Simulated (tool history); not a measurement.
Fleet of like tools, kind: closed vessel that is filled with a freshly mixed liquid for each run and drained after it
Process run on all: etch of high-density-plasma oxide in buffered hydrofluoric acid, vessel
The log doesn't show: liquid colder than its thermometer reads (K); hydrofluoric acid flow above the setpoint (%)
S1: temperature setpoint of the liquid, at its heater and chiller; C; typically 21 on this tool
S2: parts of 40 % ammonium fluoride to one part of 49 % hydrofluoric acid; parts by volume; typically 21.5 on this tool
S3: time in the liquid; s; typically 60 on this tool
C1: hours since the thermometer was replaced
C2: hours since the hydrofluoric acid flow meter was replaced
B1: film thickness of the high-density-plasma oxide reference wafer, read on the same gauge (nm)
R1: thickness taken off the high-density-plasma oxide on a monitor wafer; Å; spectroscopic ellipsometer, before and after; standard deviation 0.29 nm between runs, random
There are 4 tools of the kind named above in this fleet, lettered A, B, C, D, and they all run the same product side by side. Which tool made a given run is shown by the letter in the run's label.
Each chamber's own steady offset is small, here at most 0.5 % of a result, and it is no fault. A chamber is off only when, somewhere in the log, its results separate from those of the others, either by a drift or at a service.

run	hour	S1	S2	S3	C1	C2	B1	R1
1B	4.2	21	21.5	60	953.9	1259.6	150	330.57
2C	8	21	21.5	60	228.2	490.7	149.98	336.53
3A	15.5	21	21.5	60	395.8	876.4	150	336.76
4D	22.2	21	21.5	60	875.7	891.2	149.97	331.33
5A	27.1	21	21.5	60	407.4	888	150	339.94
6D	32.6	21	21.5	60	886.1	901.6	149.99	328.14
7B	38	21	21.5	60	987.7	1293.4	150	341.09
8C	44.8	21	21.5	60	265	527.5	149.98	332.78
9A	50	21	21.5	60	430.3	910.9	150	336.67
10D	57.7	21	21.5	60	911.2	926.7	150	331.77
11B	63.7	21	21.5	60	1013.4	1319.1	149.99	336.73
12C	68.3	21	21.5	60	288.5	551	150	330.7
13C	73.3	21	21.5	60	293.5	556	150	330.18
14B	80.7	21	21.5	60	1030.4	1336.1	149.99	339.2
# hour 83.8: chamber D: hydrofluoric acid flow meter replaced
15A	85.1	21	21.5	60	465.4	946	150.03	343.03
16D	93.3	21	21.5	60	946.8	9.6	150	331.58
17B	101.2	21	21.5	85	1050.9	1356.6	150.01	480.94
18C	108.5	21	21.5	85	328.7	591.2	149.99	458.55
19A	115.9	21	21.5	85	496.2	976.8	150.01	480.75
20D	119.5	21	21.5	85	973	35.8	150	471.49
# hour 122.5: chamber B: hydrofluoric acid flow meter replaced
21B	127.5	21	21.5	60	1077.2	5	150.01	338.57
22A	132.9	21	21.5	60	513.2	993.8	149.98	338.42
23C	139.7	21	21.5	60	359.9	622.4	150.02	317.58
24D	147.3	21	21.5	60	1000.8	63.6	149.99	336.74
25D	154	21	21.5	60	1007.5	70.3	149.99	334.48
26B	160	25	26.5	60	1109.7	37.5	150.01	364.34
27A	164.9	25	26.5	60	545.2	1025.8	150.01	357.24
28C	169.7	25	26.5	60	389.9	652.4	150	335.24
29D	173.9	25	26.5	60	1027.4	90.2	150	358.02
30C	178.3	21	21.5	60	398.5	661	150.01	307.99
31A	184	21	21.5	60	564.3	1044.9	150	339.42
32B	191.3	21	21.5	60	1141	68.8	150	339.14
33C	196.4	21	21.5	60	416.6	679.1	149.99	309.59
34A	201.6	21	21.5	60	581.9	1062.5	150.01	341.38
35D	206.9	21	21.5	60	1060.4	123.2	149.99	334.43
36B	214.7	21	14.5	30	1164.4	92.2	150	244.97

All 4 chambers run these settings next. Forecast each chamber's results:
37A	220.6	21	21.5	60				?
37B	220.6	21	21.5	60				?
37C	220.6	21	21.5	60				?
37D	220.6	21	21.5	60				?

run	R1
37A	340.55
37B	340.05
37C	305.33
37D	334.21
